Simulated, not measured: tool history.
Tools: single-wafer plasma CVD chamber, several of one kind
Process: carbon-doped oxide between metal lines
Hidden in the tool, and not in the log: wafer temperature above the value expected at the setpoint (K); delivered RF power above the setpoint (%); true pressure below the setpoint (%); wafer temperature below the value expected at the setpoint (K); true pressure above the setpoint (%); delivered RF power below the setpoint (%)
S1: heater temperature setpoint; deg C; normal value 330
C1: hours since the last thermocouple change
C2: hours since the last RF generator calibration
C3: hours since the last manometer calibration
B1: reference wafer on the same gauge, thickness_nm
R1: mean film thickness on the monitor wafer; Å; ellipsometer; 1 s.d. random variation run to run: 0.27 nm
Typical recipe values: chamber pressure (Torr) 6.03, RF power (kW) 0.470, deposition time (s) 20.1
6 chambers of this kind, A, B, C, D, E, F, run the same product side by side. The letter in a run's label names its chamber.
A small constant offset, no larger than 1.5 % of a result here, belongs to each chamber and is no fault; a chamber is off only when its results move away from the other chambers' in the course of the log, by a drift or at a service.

Run 1B, day 0.367: usual settings; C1 1201.7; C2 1759.9; C3 1149.0; B1 111.05. Result: R1 1088.50 Å.
Run 2C, day 0.604: usual settings; C1 522.8; C2 1039.7; C3 1010.8; B1 111.03. Result: R1 1092.30 Å.
Run 3F, day 0.900: usual settings; C1 374.5; C2 1269.5; C3 35.5; B1 111.04. Result: R1 1076.80 Å.
Run 4D, day 1.238: usual settings; C1 1116.1; C2 980.0; C3 797.7; B1 110.95. Result: R1 1082.00 Å.
Run 5E, day 1.671: usual settings; C1 2421.6; C2 1501.3; C3 1705.2; B1 110.97. Result: R1 1090.50 Å.
Run 6A, day 2.062: usual settings; C1 838.0; C2 92.6; C3 642.2; B1 111.01. Result: R1 1088.20 Å.
Run 7A, day 2.262: usual settings; C1 842.8; C2 97.4; C3 647.0; B1 111.02. Result: R1 1088.40 Å.
Run 8D, day 2.512: usual settings; C1 1146.7; C2 1010.6; C3 828.3; B1 111.00. Result: R1 1075.50 Å.
Run 9E, day 2.796: usual settings but S1 337 deg C, chamber pressure (Torr) 4.57; C1 2448.6; C2 1528.3; C3 1732.2; B1 111.01. Result: R1 1030.50 Å.
At day 2.846: chamber B: thermocouple changed; heater temperature recalibrated.
At day 2.921: chamber B: RF generator calibrated.
Run 10B, day 2.979: usual settings but S1 337 deg C, chamber pressure (Torr) 4.57; C1 3.3; C2 1.4; C3 1211.7; B1 110.99. Result: R1 1017.70 Å.
Run 11F, day 3.338: usual settings but S1 337 deg C, chamber pressure (Torr) 4.57; C1 433.0; C2 1328.0; C3 94.0; B1 111.01. Result: R1 1015.10 Å.
Run 12C, day 3.646: usual settings but S1 337 deg C, chamber pressure (Torr) 4.57; C1 595.8; C2 1112.7; C3 1083.8; B1 110.96. Result: R1 1029.70 Å.
Run 13F, day 4.054: usual settings but S1 337 deg C, chamber pressure (Torr) 4.57; C1 450.2; C2 1345.2; C3 111.2; B1 111.01. Result: R1 1012.90 Å.
Run 14A, day 4.412: usual settings but S1 337 deg C, chamber pressure (Torr) 4.57; C1 894.4; C2 149.0; C3 698.6; B1 111.04. Result: R1 1028.30 Å.
Run 15C, day 4.829: usual settings but S1 325 deg C, RF power (kW) 0.435; C1 624.2; C2 1141.1; C3 1112.2; B1 110.95. Result: R1 1052.70 Å.
Run 16E, day 5.238: usual settings but S1 325 deg C, RF power (kW) 0.435; C1 2507.2; C2 1586.9; C3 1790.8; B1 110.92. Result: R1 1057.60 Å.
At day 5.467: chamber E: thermocouple changed; heater temperature recalibrated.
Run 17B, day 5.504: usual settings but S1 325 deg C, RF power (kW) 0.435; C1 63.9; C2 62.0; C3 1272.3; B1 111.02. Result: R1 1049.70 Å.
Run 18D, day 5.908: usual settings but S1 325 deg C, RF power (kW) 0.435; C1 1228.2; C2 1092.1; C3 909.8; B1 110.96. Result: R1 1035.80 Å.
Run 19F, day 6.217: usual settings but S1 325 deg C, RF power (kW) 0.435; C1 502.1; C2 1397.1; C3 163.1; B1 111.01. Result: R1 1036.40 Å.
Run 20E, day 6.512: usual settings but S1 325 deg C, RF power (kW) 0.435; C1 25.1; C2 1617.5; C3 1821.4; B1 110.98. Result: R1 1051.20 Å.
Run 21D, day 6.758: usual settings; C1 1248.6; C2 1112.5; C3 930.2; B1 111.06. Result: R1 1072.90 Å.
Run 22C, day 7.125: usual settings; C1 679.3; C2 1196.2; C3 1167.3; B1 111.00. Result: R1 1091.30 Å.
Run 23A, day 7.417: usual settings but S1 325 deg C, deposition time (s) 18.3; C1 966.5; C2 221.1; C3 770.7; B1 110.99. Result: R1 1011.90 Å.
Run 24B, day 7.608: usual settings but S1 325 deg C, deposition time (s) 18.3; C1 114.4; C2 112.5; C3 1322.8; B1 110.98. Result: R1 1003.20 Å.
Run 25B, day 8.042: usual settings but S1 325 deg C, deposition time (s) 18.3; C1 124.8; C2 122.9; C3 1333.2; B1 110.98. Result: R1 1006.50 Å.
Run 26D, day 8.450: usual settings but S1 325 deg C, deposition time (s) 18.3; C1 1289.2; C2 1153.1; C3 970.8; B1 111.03. Result: R1 992.24 Å.
Run 27C, day 8.658: usual settings but S1 325 deg C, deposition time (s) 18.3; C1 716.1; C2 1233.0; C3 1204.1; B1 111.00. Result: R1 1010.80 Å.
Run 28A, day 9.079: usual settings but S1 325 deg C, deposition time (s) 18.3; C1 1006.4; C2 261.0; C3 810.6; B1 110.98. Result: R1 1010.10 Å.
Run 29F, day 9.504: usual settings; C1 581.0; C2 1476.0; C3 242.0; B1 110.98. Result: R1 1079.80 Å.
At day 9.625: chamber F: RF generator calibrated.
Run 30E, day 9.879: usual settings; C1 105.9; C2 1698.3; C3 1902.2; B1 111.04. Result: R1 1096.00 Å.
Run 31B, day 10.262: usual settings; C1 178.1; C2 176.2; C3 1386.5; B1 111.00. Result: R1 1082.60 Å.
Run 32D, day 10.692: usual settings; C1 1343.0; C2 1206.9; C3 1024.6; B1 111.03. Result: R1 1069.50 Å.
Run 33A, day 11.062: usual settings; C1 1054.0; C2 308.6; C3 858.2; B1 111.05. Result: R1 1094.10 Å.
Run 34F, day 11.458: usual settings; C1 627.9; C2 44.1; C3 288.9; B1 111.06. Result: R1 1074.00 Å.
Run 35E, day 11.758: usual settings; C1 151.0; C2 1743.4; C3 1947.3; B1 111.06. Result: R1 1096.10 Å.
Run 36C, day 11.971: usual settings; C1 795.6; C2 1312.5; C3 1283.6; B1 110.98. Result: R1 1089.00 Å.

Each of the 6 chambers runs these same settings next. Fill in every chamber's results:
Run 37A, day 12.279: usual settings but RF power (kW) 0.395. Result: R1 ?.
Run 37B, day 12.279: usual settings but RF power (kW) 0.395. Result: R1 ?.
Run 37C, day 12.279: usual settings but RF power (kW) 0.395. Result: R1 ?.
Run 37D, day 12.279: usual settings but RF power (kW) 0.395. Result: R1 ?.
Run 37E, day 12.279: usual settings but RF power (kW) 0.395. Result: R1 ?.
Run 37F, day 12.279: usual settings but RF power (kW) 0.395. Result: R1 ?.

run      R1
37A  961.01
37B  957.93
37C  964.64
37D  932.00
37E  962.35
37F  951.16

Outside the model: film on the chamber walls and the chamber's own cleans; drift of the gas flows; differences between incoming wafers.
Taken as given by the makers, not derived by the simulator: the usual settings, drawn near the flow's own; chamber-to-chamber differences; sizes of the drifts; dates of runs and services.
